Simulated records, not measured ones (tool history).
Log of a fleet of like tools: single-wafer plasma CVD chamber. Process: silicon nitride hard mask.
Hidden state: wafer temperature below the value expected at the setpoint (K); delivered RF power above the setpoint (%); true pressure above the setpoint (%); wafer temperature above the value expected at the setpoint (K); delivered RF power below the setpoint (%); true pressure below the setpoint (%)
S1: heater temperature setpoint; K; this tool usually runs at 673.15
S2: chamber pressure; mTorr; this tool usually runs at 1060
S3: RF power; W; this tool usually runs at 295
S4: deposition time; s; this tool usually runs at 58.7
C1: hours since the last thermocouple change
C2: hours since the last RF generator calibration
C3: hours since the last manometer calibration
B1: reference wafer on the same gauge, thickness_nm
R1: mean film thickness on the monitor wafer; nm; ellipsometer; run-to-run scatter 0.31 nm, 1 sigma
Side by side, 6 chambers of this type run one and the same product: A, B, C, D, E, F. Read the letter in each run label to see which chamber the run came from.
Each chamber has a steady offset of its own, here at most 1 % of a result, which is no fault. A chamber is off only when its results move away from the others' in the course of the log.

run     day      S1    S2   S3    S4      C1      C2      C3      B1      R1
 1B   0.629  673.15  1060  295  58.7   448.2  1073.2   623.1  68.913  58.948
 2C   1.062  673.15  1060  295  58.7  1391.8   826.6   598.6  68.887  58.569
 3A   1.483  673.15  1060  295  58.7   392.5  1244.0  2269.2  68.933  58.954
 4F   2.054  673.15  1060  295  58.7  1174.0   411.4   215.6  68.911  58.842
 5E   2.471  673.15  1060  295  58.7   637.7   693.7  1276.6  68.910  58.704
 6D   3.079  673.15  1060  295  58.7   967.6   587.7   422.7  68.980  59.039
 7F   3.512  673.15  1060  295  58.7  1209.0   446.4   250.6  68.901  59.000
 8A   3.979  673.15  1060  295  58.7   452.4  1303.9  2329.1  68.949  59.468
 9E   4.396  673.15  1060  295  58.7   683.9   739.9  1322.8  68.871  58.394
10C   4.846  673.15  1060  295  58.7  1482.6   917.4   689.4  68.865  58.645
      5.079  -- chamber D: thermocouple changed; heater temperature recalibrated
11B   5.167  659.15  1260  295  58.7   557.1  1182.1   732.0  68.873  62.769
12D   5.471  659.15  1260  295  58.7     9.5   645.1   480.1  69.042  62.349
13E   5.967  659.15  1260  295  58.7   721.6   777.6  1360.5  68.968  61.866
14C   6.246  659.15  1260  295  58.7  1516.2   951.0   723.0  68.878  62.677
15D   6.842  659.15  1260  295  58.7    42.4   678.0   513.0  68.984  62.847
16A   7.158  659.15  1260  295  58.7   528.7  1380.2  2405.4  68.816  63.219
17F   7.683  673.15  1060  295  58.7  1309.1   546.5   350.7  68.956  59.232
18B   8.246  673.15  1060  295  58.7   631.0  1256.0   805.9  68.867  59.284
19F   8.621  685.15   850  295  58.7  1331.6   569.0   373.2  68.945  54.030
20A   8.896  685.15   850  295  58.7   570.4  1421.9  2447.1  68.775  54.520
21E   9.362  685.15   850  295  58.7   803.1   859.1  1442.0  68.964  54.057
22B   9.688  685.15   850  295  58.7   665.6  1290.6   840.5  68.990  54.096
      9.808  -- chamber A: capacitance manometer re-zeroed and calibrated
23D  10.242  685.15   850  295  58.7   124.0   759.6   594.6  68.874  54.298
24C  10.533  685.15   850  295  58.7  1619.1  1053.9   825.9  68.893  54.210
25E  11.075  673.15  1060  295  58.7   844.2   900.2  1483.1  68.922  58.131
26B  11.671  673.15  1060  295  58.7   713.2  1338.2   888.1  68.944  58.516
27D  12.112  673.15  1060  295  58.7   168.9   804.5   639.5  68.820  58.797
28F  12.417  673.15  1060  295  58.7  1422.7   660.1   464.3  68.887  58.787
29A  12.933  673.15  1060  295  58.7   667.3  1518.8    75.1  68.848  59.593
30C  13.271  659.15  1060  295  67.9  1684.8  1119.6   891.6  68.828  67.745
31B  13.883  659.15  1060  295  67.9   766.3  1391.3   941.2  68.847  68.425
32A  14.171  659.15  1060  295  67.9   697.0  1548.5   104.8  68.921  67.654
33C  14.754  659.15  1060  295  67.9  1720.4  1155.2   927.2  68.912  68.482
34D  15.204  659.15  1060  295  67.9   243.1   878.7   713.7  68.911  68.849
35E  15.512  659.15  1060  295  67.9   950.7  1006.7  1589.6  68.993  68.412
     15.971  -- chamber E: capacitance manometer re-zeroed and calibrated
36F  16.146  673.15  1060  295  58.7  1512.2   749.6   553.8  68.920  59.048
37D  16.604  673.15  1060  295  58.7   276.7   912.3   747.3  68.878  59.132
38C  17.225  673.15  1060  295  58.7  1779.7  1214.5   986.5  68.864  59.331
39E  17.662  673.15  1060  295  58.7  1002.3  1058.3    40.7  68.799  58.677
40A  18.238  673.15  1060  295  58.7   794.6  1646.1   202.4  68.886  58.883

The same settings go to every chamber for the next run, one line per chamber below. Forecast the results for each:
41A  18.696  673.15  1060  295  58.7                   ?
41B  18.696  673.15  1060  295  58.7                   ?
41C  18.696  673.15  1060  295  58.7                   ?
41D  18.696  673.15  1060  295  58.7                   ?
41E  18.696  673.15  1060  295  58.7                   ?
41F  18.696  673.15  1060  295  58.7                   ?

run      R1
41A  59.151
41B  58.844
41C  58.798
41D  59.140
41E  58.313
41F  59.222

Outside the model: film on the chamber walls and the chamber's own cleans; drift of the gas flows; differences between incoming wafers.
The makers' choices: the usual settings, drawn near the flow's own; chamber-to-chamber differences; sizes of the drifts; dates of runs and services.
